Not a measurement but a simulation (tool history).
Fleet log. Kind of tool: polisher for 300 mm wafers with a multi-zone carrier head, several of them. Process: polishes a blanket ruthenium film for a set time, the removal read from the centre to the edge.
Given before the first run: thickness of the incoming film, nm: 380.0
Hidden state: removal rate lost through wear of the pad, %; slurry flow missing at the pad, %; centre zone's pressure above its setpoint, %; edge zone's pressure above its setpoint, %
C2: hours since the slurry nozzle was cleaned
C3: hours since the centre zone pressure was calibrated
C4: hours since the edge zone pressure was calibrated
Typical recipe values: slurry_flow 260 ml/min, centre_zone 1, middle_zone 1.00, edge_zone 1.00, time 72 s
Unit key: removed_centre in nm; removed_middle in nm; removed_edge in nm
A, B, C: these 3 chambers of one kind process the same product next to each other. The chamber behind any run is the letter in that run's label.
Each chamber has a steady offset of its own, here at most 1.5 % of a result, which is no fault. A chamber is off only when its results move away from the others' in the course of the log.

{"run": "1A", "hour": 11.6, "slurry_flow": 260, "centre_zone": 1, "middle_zone": 1.0, "edge_zone": 1.0, "time": 72, "wafers polished on this pad": 1005, "C2": 135.3, "C3": 584.2, "C4": 556.5, "removed_centre": 128.57, "removed_middle": 126.95, "removed_edge": 126.43}
{"hour": 20.1, "done": "chamber A: worn pad replaced by a new one"}
{"hour": 25.7, "done": "chamber B: worn pad replaced by a new one"}
{"run": "2B", "hour": 26.8, "slurry_flow": 260, "centre_zone": 1, "middle_zone": 1.0, "edge_zone": 1.0, "time": 72, "wafers polished on this pad": 14, "C2": 146.6, "C3": 188.6, "C4": 984.4, "removed_centre": 125.89, "removed_middle": 124.2, "removed_edge": 126.95}
{"hour": 28.2, "done": "chamber C: worn pad replaced by a new one"}
{"run": "3C", "hour": 38.1, "slurry_flow": 260, "centre_zone": 1, "middle_zone": 1.0, "edge_zone": 1.0, "time": 72, "wafers polished on this pad": 120, "C2": 254.4, "C3": 760.2, "C4": 163.5, "removed_centre": 123.19, "removed_middle": 125.6, "removed_edge": 125.25}
{"run": "4B", "hour": 49.6, "slurry_flow": 260, "centre_zone": 1, "middle_zone": 1.0, "edge_zone": 1.0, "time": 72, "wafers polished on this pad": 290, "C2": 169.4, "C3": 211.4, "C4": 1007.2, "removed_centre": 125.35, "removed_middle": 128.95, "removed_edge": 128.86}
{"run": "5C", "hour": 59.5, "slurry_flow": 260, "centre_zone": 1, "middle_zone": 1.0, "edge_zone": 1.0, "time": 72, "wafers polished on this pad": 379, "C2": 275.8, "C3": 781.6, "C4": 184.9, "removed_centre": 125.71, "removed_middle": 125.62, "removed_edge": 127.9}
{"run": "6A", "hour": 66.6, "slurry_flow": 260, "centre_zone": 1, "middle_zone": 1.0, "edge_zone": 1.0, "time": 72, "wafers polished on this pad": 564, "C2": 190.3, "C3": 639.2, "C4": 611.5, "removed_centre": 125.71, "removed_middle": 123.34, "removed_edge": 125.33}
{"run": "7B", "hour": 76.6, "slurry_flow": 260, "centre_zone": 1, "middle_zone": 1.0, "edge_zone": 1.0, "time": 72, "wafers polished on this pad": 617, "C2": 196.4, "C3": 238.4, "C4": 1034.2, "removed_centre": 129.37, "removed_middle": 127.03, "removed_edge": 127.34}
{"run": "8C", "hour": 84.8, "slurry_flow": 260, "centre_zone": 1, "middle_zone": 1.0, "edge_zone": 1.0, "time": 72, "wafers polished on this pad": 686, "C2": 301.1, "C3": 806.9, "C4": 210.2, "removed_centre": 128.75, "removed_middle": 126.72, "removed_edge": 126.59}
{"hour": 90.6, "done": "chamber C: worn pad replaced by a new one"}
{"run": "9A", "hour": 100.9, "slurry_flow": 260, "centre_zone": 1, "middle_zone": 1.0, "edge_zone": 1.0, "time": 72, "wafers polished on this pad": 980, "C2": 224.6, "C3": 673.5, "C4": 645.8, "removed_centre": 129.48, "removed_middle": 126.29, "removed_edge": 125.55}
{"hour": 104.3, "done": "chamber A: edge zone pressure recalibrated"}
{"hour": 105.3, "done": "chamber A: worn pad replaced by a new one"}
{"run": "10A", "hour": 110.1, "slurry_flow": 260, "centre_zone": 1, "middle_zone": 1.0, "edge_zone": 1.0, "time": 72, "wafers polished on this pad": 58, "C2": 233.8, "C3": 682.7, "C4": 5.9, "removed_centre": 133.4, "removed_middle": 127.07, "removed_edge": 127.34}
{"hour": 118.5, "done": "chamber A: centre zone pressure recalibrated"}
{"run": "11C", "hour": 121.7, "slurry_flow": 335, "centre_zone": 1, "middle_zone": 1.0, "edge_zone": 1.0, "time": 72, "wafers polished on this pad": 377, "C2": 338.0, "C3": 843.8, "C4": 247.1, "removed_centre": 127.94, "removed_middle": 130.43, "removed_edge": 129.98}
{"run": "12B", "hour": 129.0, "slurry_flow": 335, "centre_zone": 1, "middle_zone": 1.0, "edge_zone": 1.0, "time": 72, "wafers polished on this pad": 1252, "C2": 248.8, "C3": 290.8, "C4": 1086.6, "removed_centre": 132.51, "removed_middle": 132.09, "removed_edge": 131.54}
{"run": "13A", "hour": 140.4, "slurry_flow": 335, "centre_zone": 1, "middle_zone": 1.0, "edge_zone": 1.0, "time": 72, "wafers polished on this pad": 426, "C2": 264.1, "C3": 21.9, "C4": 36.2, "removed_centre": 130.86, "removed_middle": 128.36, "removed_edge": 131.01}
{"run": "14C", "hour": 148.4, "slurry_flow": 260, "centre_zone": 1, "middle_zone": 1.0, "edge_zone": 1.0, "time": 72, "wafers polished on this pad": 701, "C2": 364.7, "C3": 870.5, "C4": 273.8, "removed_centre": 126.23, "removed_middle": 129.0, "removed_edge": 126.37}
{"hour": 151.5, "done": "chamber C: slurry nozzle cleaned"}
{"hour": 153.4, "done": "chamber C: worn pad replaced by a new one"}
{"hour": 156.1, "done": "chamber B: worn pad replaced by a new one"}
{"run": "15B", "hour": 160.2, "slurry_flow": 260, "centre_zone": 1, "middle_zone": 1.08, "edge_zone": 0.92, "time": 72, "wafers polished on this pad": 50, "C2": 280.0, "C3": 322.0, "C4": 1117.8, "removed_centre": 129.33, "removed_middle": 135.43, "removed_edge": 124.52}
{"run": "16A", "hour": 169.7, "slurry_flow": 260, "centre_zone": 1, "middle_zone": 1.08, "edge_zone": 0.92, "time": 72, "wafers polished on this pad": 781, "C2": 293.4, "C3": 51.2, "C4": 65.5, "removed_centre": 127.32, "removed_middle": 132.9, "removed_edge": 120.4}
{"hour": 176.2, "done": "chamber A: slurry nozzle cleaned"}
{"run": "17B", "hour": 178.8, "slurry_flow": 260, "centre_zone": 1, "middle_zone": 1.08, "edge_zone": 0.92, "time": 72, "wafers polished on this pad": 275, "C2": 298.6, "C3": 340.6, "C4": 1136.4, "removed_centre": 129.04, "removed_middle": 139.47, "removed_edge": 122.15}
{"run": "18C", "hour": 188.8, "slurry_flow": 260, "centre_zone": 1, "middle_zone": 1.0, "edge_zone": 1.0, "time": 72, "wafers polished on this pad": 429, "C2": 37.3, "C3": 910.9, "C4": 314.2, "removed_centre": 129.87, "removed_middle": 128.05, "removed_edge": 128.21}
{"run": "19A", "hour": 197.1, "slurry_flow": 260, "centre_zone": 1, "middle_zone": 1.0, "edge_zone": 1.0, "time": 72, "wafers polished on this pad": 1113, "C2": 21.0, "C3": 78.6, "C4": 92.9, "removed_centre": 126.81, "removed_middle": 124.0, "removed_edge": 124.59}
{"hour": 203.4, "done": "chamber B: slurry nozzle cleaned"}
{"hour": 210.1, "done": "chamber A: worn pad replaced by a new one"}
{"run": "20C", "hour": 212.4, "slurry_flow": 260, "centre_zone": 1, "middle_zone": 1.0, "edge_zone": 1.0, "time": 72, "wafers polished on this pad": 715, "C2": 60.9, "C3": 934.5, "C4": 337.8, "removed_centre": 129.07, "removed_middle": 131.39, "removed_edge": 128.21}
{"run": "21B", "hour": 222.3, "slurry_flow": 260, "centre_zone": 1, "middle_zone": 1.0, "edge_zone": 1.0, "time": 72, "wafers polished on this pad": 803, "C2": 18.9, "C3": 384.1, "C4": 1179.9, "removed_centre": 126.5, "removed_middle": 124.69, "removed_edge": 129.24}
{"hour": 226.0, "done": "chamber C: worn pad replaced by a new one"}
{"run": "22C", "hour": 237.8, "slurry_flow": 260, "centre_zone": 1, "middle_zone": 1.0, "edge_zone": 1.0, "time": 72, "wafers polished on this pad": 143, "C2": 86.3, "C3": 959.9, "C4": 363.2, "removed_centre": 132.12, "removed_middle": 125.9, "removed_edge": 126.58}
{"hour": 245.3, "done": "chamber C: edge zone pressure recalibrated"}
{"run": "23B", "hour": 246.8, "slurry_flow": 260, "centre_zone": 1, "middle_zone": 1.0, "edge_zone": 1.0, "time": 72, "wafers polished on this pad": 1100, "C2": 43.4, "C3": 408.6, "C4": 1204.4, "removed_centre": 126.52, "removed_middle": 126.11, "removed_edge": 128.56}
{"run": "24A", "hour": 258.4, "slurry_flow": 260, "centre_zone": 1, "middle_zone": 1.0, "edge_zone": 1.0, "time": 72, "wafers polished on this pad": 586, "C2": 82.3, "C3": 139.9, "C4": 154.2, "removed_centre": 131.24, "removed_middle": 124.72, "removed_edge": 127.27}
{"run": "25C", "hour": 265.6, "slurry_flow": 260, "centre_zone": 1, "middle_zone": 1.0, "edge_zone": 1.0, "time": 72, "wafers polished on this pad": 480, "C2": 114.1, "C3": 987.7, "C4": 20.3, "removed_centre": 134.35, "removed_middle": 128.74, "removed_edge": 127.69}
{"hour": 271.4, "done": "chamber B: worn pad replaced by a new one"}
{"hour": 273.3, "done": "chamber B: centre zone pressure recalibrated"}
{"run": "26B", "hour": 279.4, "slurry_flow": 330, "centre_zone": 1, "middle_zone": 1.0, "edge_zone": 1.0, "time": 72, "wafers polished on this pad": 97, "C2": 76.0, "C3": 6.2, "C4": 1237.0, "removed_centre": 131.47, "removed_middle": 128.04, "removed_edge": 127.22}
{"run": "27A", "hour": 291.9, "slurry_flow": 330, "centre_zone": 1, "middle_zone": 1.0, "edge_zone": 1.0, "time": 72, "wafers polished on this pad": 992, "C2": 115.8, "C3": 173.4, "C4": 187.7, "removed_centre": 131.07, "removed_middle": 126.86, "removed_edge": 125.78}
{"hour": 293.3, "done": "chamber C: worn pad replaced by a new one"}
{"run": "28C", "hour": 304.5, "slurry_flow": 330, "centre_zone": 1, "middle_zone": 1.0, "edge_zone": 1.0, "time": 72, "wafers polished on this pad": 136, "C2": 153.0, "C3": 1026.6, "C4": 59.2, "removed_centre": 140.06, "removed_middle": 132.1, "removed_edge": 131.11}
{"run": "29B", "hour": 318.8, "slurry_flow": 260, "centre_zone": 1, "middle_zone": 1.0, "edge_zone": 1.0, "time": 72, "wafers polished on this pad": 574, "C2": 115.4, "C3": 45.6, "C4": 1276.4, "removed_centre": 124.24, "removed_middle": 128.24, "removed_edge": 127.92}
{"hour": 321.3, "done": "chamber A: worn pad replaced by a new one"}
{"run": "30A", "hour": 331.4, "slurry_flow": 260, "centre_zone": 1, "middle_zone": 1.0, "edge_zone": 1.0, "time": 72, "wafers polished on this pad": 122, "C2": 155.3, "C3": 212.9, "C4": 227.2, "removed_centre": 126.8, "removed_middle": 124.78, "removed_edge": 125.98}

Which is it: a chamber that has drifted or been left off by a service, a gauge drift common to all chambers, or only each chamber's usual small offset? If a chamber is off, name it and its likeliest cause.

It is chamber C that slowly wanders off from its peers.
What lies behind it: centre zone's pressure above its setpoint, % = 9.57.

Below are 4 candidate recipes for chamber C's next run, each the usual settings with a change, their results shown as question marks. Which of them brings C's results back in line with what the other chambers give on the usual settings?
Maximum distance from the other chambers' mean on the usual settings for a result to count as in line: removed_centre 6.30 nm; removed_middle 6.40 nm; removed_edge 5.60 nm
{"run": "31C-1", "hour": 343.0, "slurry_flow": 265, "centre_zone": 1.07, "middle_zone": 0.99, "edge_zone": 0.97, "time": 73, "removed_centre": "?", "removed_middle": "?", "removed_edge": "?"}
{"run": "31C-2", "hour": 343.0, "slurry_flow": 250, "centre_zone": 0.86, "middle_zone": 1.02, "edge_zone": 1.05, "time": 71, "removed_centre": "?", "removed_middle": "?", "removed_edge": "?"}
{"run": "31C-3", "hour": 343.0, "slurry_flow": 270, "centre_zone": 1.14, "middle_zone": 0.98, "edge_zone": 0.95, "time": 73, "removed_centre": "?", "removed_middle": "?", "removed_edge": "?"}
{"run": "31C-4", "hour": 343.0, "slurry_flow": 255, "centre_zone": 0.93, "middle_zone": 1.01, "edge_zone": 1.03, "time": 71, "removed_centre": "?", "removed_middle": "?", "removed_edge": "?"}

What the other chambers average on the usual settings: removed_centre 127.91 nm; removed_middle 126.86 nm; removed_edge 127.87 nm
run=31C-1 removed_centre=152.68 removed_middle=128.56 removed_edge=126.84
run=31C-2 removed_centre=115.90 removed_middle=127.87 removed_edge=127.85
run=31C-3 removed_centre=163.93 removed_middle=127.56 removed_edge=125.72
run=31C-4 removed_centre=126.72 removed_middle=126.94 removed_edge=126.80
With 31C-4, the chamber falls back in line with the rest.
